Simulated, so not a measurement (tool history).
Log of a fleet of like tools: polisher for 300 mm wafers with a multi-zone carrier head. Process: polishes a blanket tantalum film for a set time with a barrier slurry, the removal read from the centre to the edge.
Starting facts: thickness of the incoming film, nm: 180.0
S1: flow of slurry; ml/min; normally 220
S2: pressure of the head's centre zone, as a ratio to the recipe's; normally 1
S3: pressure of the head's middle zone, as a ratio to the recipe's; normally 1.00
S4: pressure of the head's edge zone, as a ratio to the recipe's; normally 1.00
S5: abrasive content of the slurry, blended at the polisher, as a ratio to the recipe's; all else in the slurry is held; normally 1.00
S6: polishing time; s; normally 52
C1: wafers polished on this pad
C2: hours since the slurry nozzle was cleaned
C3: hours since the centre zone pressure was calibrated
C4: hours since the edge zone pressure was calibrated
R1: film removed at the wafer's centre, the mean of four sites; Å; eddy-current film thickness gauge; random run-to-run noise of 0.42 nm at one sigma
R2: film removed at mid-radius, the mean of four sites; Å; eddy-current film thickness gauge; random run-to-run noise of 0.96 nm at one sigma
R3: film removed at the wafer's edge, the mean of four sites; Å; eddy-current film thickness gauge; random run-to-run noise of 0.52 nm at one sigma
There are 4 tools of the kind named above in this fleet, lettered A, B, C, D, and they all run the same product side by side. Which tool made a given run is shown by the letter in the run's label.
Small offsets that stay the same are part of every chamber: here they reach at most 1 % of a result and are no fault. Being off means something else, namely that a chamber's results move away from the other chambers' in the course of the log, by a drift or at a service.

| run | hour | S1 | S2 | S3 | S4 | S5 | S6 | C1 | C2 | C3 | C4 | R1 | R2 | R3 |
|---|---|---|---|---|---|---|---|---|---|---|---|---|---|---|
| 1C | 11.9 | 220 | 1 | 1.00 | 1.00 | 1.00 | 52 | 231 | 264.9 | 112.2 | 195.2 | 701.61 | 695.78 | 701.09 |
|  | 19.9 | chamber B: centre zone pressure recalibrated |
|  | 20.4 | chamber A: worn pad replaced by a new one |
| 2B | 20.8 | 220 | 1 | 1.00 | 1.00 | 1.00 | 52 | 529 | 171.8 | 0.9 | 286.1 | 701.55 | 707.44 | 699.16 |
| 3A | 31.0 | 220 | 1 | 1.00 | 1.00 | 1.00 | 52 | 89 | 140.2 | 118.5 | 534.2 | 698.34 | 700.99 | 701.00 |
| 4D | 39.4 | 220 | 1 | 1.00 | 1.00 | 1.00 | 52 | 790 | 136.8 | 781.6 | 600.4 | 697.79 | 694.74 | 708.21 |
| 5D | 46.4 | 270 | 1 | 1.00 | 1.00 | 1.00 | 52 | 849 | 143.8 | 788.6 | 607.4 | 721.35 | 713.33 | 718.10 |
|  | 53.0 | chamber C: slurry nozzle cleaned |
| 6A | 53.1 | 270 | 1 | 1.00 | 1.00 | 1.00 | 52 | 274 | 162.3 | 140.6 | 556.3 | 721.62 | 724.04 | 716.99 |
|  | 57.6 | chamber D: worn pad replaced by a new one |
| 7B | 62.1 | 270 | 1 | 1.00 | 1.00 | 1.00 | 52 | 875 | 213.1 | 42.2 | 327.4 | 720.40 | 722.27 | 703.10 |
| 8C | 72.8 | 270 | 1 | 1.00 | 1.00 | 1.00 | 52 | 741 | 19.9 | 173.1 | 256.1 | 716.90 | 725.66 | 715.55 |
|  | 73.3 | chamber D: edge zone pressure recalibrated |
|  | 73.5 | chamber B: slurry nozzle cleaned |
| 9A | 78.4 | 220 | 1 | 0.94 | 1.00 | 0.80 | 52 | 486 | 187.6 | 165.9 | 581.6 | 653.55 | 612.96 | 648.85 |
| 10C | 85.6 | 220 | 1 | 0.94 | 1.00 | 0.80 | 52 | 849 | 32.7 | 185.9 | 268.9 | 652.45 | 631.95 | 659.03 |
| 11D | 93.4 | 220 | 1 | 0.94 | 1.00 | 0.80 | 52 | 301 | 190.8 | 835.6 | 20.1 | 655.69 | 628.76 | 655.03 |
| 12B | 101.9 | 220 | 1 | 0.94 | 1.00 | 0.80 | 52 | 1209 | 28.5 | 82.0 | 367.2 | 657.20 | 618.13 | 643.82 |
|  | 109.8 | chamber C: worn pad replaced by a new one |
| 13D | 113.2 | 220 | 1 | 1.00 | 1.00 | 1.00 | 52 | 467 | 210.6 | 855.4 | 39.9 | 697.01 | 709.02 | 705.21 |
|  | 121.5 | chamber A: slurry nozzle cleaned |
| 14C | 123.0 | 220 | 1 | 1.00 | 1.00 | 1.00 | 52 | 111 | 70.1 | 223.3 | 306.3 | 694.84 | 699.71 | 695.47 |
| 15A | 134.5 | 220 | 1 | 1.00 | 1.00 | 1.00 | 52 | 957 | 13.0 | 222.0 | 637.7 | 712.67 | 697.87 | 704.52 |
| 16B | 144.6 | 220 | 1 | 1.00 | 1.00 | 1.00 | 52 | 1567 | 71.2 | 124.7 | 409.9 | 692.77 | 682.91 | 684.59 |
|  | 156.0 | chamber D: worn pad replaced by a new one |
| 17A | 157.3 | 220 | 1 | 1.00 | 1.12 | 1.00 | 52 | 1148 | 35.8 | 244.8 | 660.5 | 698.92 | 698.68 | 746.55 |
| 18C | 170.0 | 220 | 1 | 1.00 | 1.12 | 1.00 | 52 | 505 | 117.1 | 270.3 | 353.3 | 698.32 | 705.06 | 744.18 |
|  | 177.4 | chamber A: edge zone pressure recalibrated |
| 19D | 182.5 | 220 | 1 | 1.00 | 1.12 | 1.00 | 52 | 222 | 279.9 | 924.7 | 109.2 | 693.69 | 683.25 | 745.03 |
|  | 190.2 | chamber A: worn pad replaced by a new one |
| 20B | 195.0 | 220 | 1 | 1.00 | 1.12 | 1.00 | 52 | 1990 | 121.6 | 175.1 | 460.3 | 691.73 | 694.01 | 723.52 |
| 21B | 205.5 | 220 | 1 | 1.00 | 1.00 | 1.00 | 52 | 2078 | 132.1 | 185.6 | 470.8 | 690.19 | 684.23 | 677.07 |
|  | 206.6 | chamber D: slurry nozzle cleaned |
| 22A | 217.3 | 220 | 1 | 1.00 | 1.00 | 1.00 | 52 | 227 | 95.8 | 304.8 | 40.0 | 707.69 | 683.83 | 699.10 |
| 23D | 227.2 | 220 | 1 | 1.00 | 1.00 | 1.00 | 52 | 597 | 20.6 | 969.4 | 153.9 | 700.10 | 711.29 | 699.58 |
| 24C | 236.1 | 220 | 1 | 1.00 | 0.95 | 1.00 | 52 | 1059 | 183.2 | 336.4 | 419.4 | 702.75 | 712.05 | 668.50 |
| 25C | 244.2 | 220 | 1 | 1.00 | 0.95 | 1.00 | 52 | 1127 | 191.3 | 344.5 | 427.5 | 698.30 | 692.77 | 681.29 |
| 26D | 254.4 | 220 | 1 | 1.00 | 0.95 | 1.00 | 52 | 825 | 47.8 | 996.6 | 181.1 | 697.90 | 700.94 | 693.51 |
|  | 260.3 | chamber B: slurry nozzle cleaned |
| 27B | 266.8 | 220 | 1 | 1.00 | 0.95 | 1.00 | 52 | 2592 | 6.6 | 246.9 | 532.1 | 680.11 | 685.45 | 669.01 |
| 28A | 277.5 | 220 | 1 | 1.00 | 1.05 | 1.20 | 52 | 731 | 156.0 | 365.0 | 100.2 | 737.29 | 725.45 | 758.48 |
| 29A | 283.7 | 220 | 1 | 1.00 | 1.05 | 1.20 | 52 | 783 | 162.2 | 371.2 | 106.4 | 745.50 | 728.70 | 759.59 |

All 4 chambers run these settings next. Forecast each chamber's results:
| 30A | 292.8 | 220 | 1 | 1.00 | 1.00 | 0.85 | 52 |  |  |  |  | ? | ? | ? |
| 30B | 292.8 | 220 | 1 | 1.00 | 1.00 | 0.85 | 52 |  |  |  |  | ? | ? | ? |
| 30C | 292.8 | 220 | 1 | 1.00 | 1.00 | 0.85 | 52 |  |  |  |  | ? | ? | ? |
| 30D | 292.8 | 220 | 1 | 1.00 | 1.00 | 0.85 | 52 |  |  |  |  | ? | ? | ? |

| run | R1 | R2 | R3 |
|---|---|---|---|
| 30A | 673.95 | 656.18 | 669.38 |
| 30B | 638.58 | 646.36 | 643.42 |
| 30C | 666.65 | 672.71 | 666.02 |
| 30D | 667.27 | 655.55 | 672.31 |
